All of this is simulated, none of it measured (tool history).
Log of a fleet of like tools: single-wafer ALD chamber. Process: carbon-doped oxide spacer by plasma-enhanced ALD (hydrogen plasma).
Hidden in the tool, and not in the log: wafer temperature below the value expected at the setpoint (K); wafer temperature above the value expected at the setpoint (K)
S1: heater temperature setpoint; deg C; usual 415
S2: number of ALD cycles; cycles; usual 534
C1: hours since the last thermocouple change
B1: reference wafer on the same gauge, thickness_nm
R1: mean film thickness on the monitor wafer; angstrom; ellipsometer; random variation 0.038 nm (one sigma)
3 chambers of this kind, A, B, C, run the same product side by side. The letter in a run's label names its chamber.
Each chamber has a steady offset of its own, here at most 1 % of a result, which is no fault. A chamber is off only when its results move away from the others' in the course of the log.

run    day   S1   S2      C1      B1      R1
 1B  0.450  415  534   887.4  23.088  254.86
 2C  0.721  415  534   761.8  23.081  252.02
 3A  1.000  415  534  1441.8  23.085  256.24
 4C  1.238  415  534   774.2  23.069  252.43
 5A  1.600  415  534  1456.2  23.072  256.71
 6B  2.050  415  534   925.8  23.059  254.08
 7A  2.325  415  534  1473.6  23.048  256.10
 8B  2.633  415  534   939.8  23.045  253.50
 9C  2.983  415  534   816.1  23.036  251.15
10C  3.333  415  534   824.5  23.035  251.09
11B  3.621  415  534   963.5  23.023  254.24
12A  3.975  415  534  1513.2  23.017  255.88
13B  4.262  415  534   978.9  23.004  253.50
14C  4.488  415  534   852.2  22.998  251.79
15A  4.754  405  534  1531.9  22.999  262.54
16C  5.025  405  534   865.1  22.999  259.43
17B  5.467  405  534  1007.8  22.984  261.13
18A  5.725  415  534  1555.2  22.975  255.40
19C  6.138  415  534   891.8  22.975  251.35
20A  6.438  415  534  1572.3  22.963  255.19

What goes on in this fleet: one chamber off, a drifting gauge, or nothing beyond the chambers' own small offsets? Name the chamber and the cause, if any.

The gauge drifts, so all chambers seem to drift together. No chamber is off.
Cause: gauge reads low (%) = 0.623.
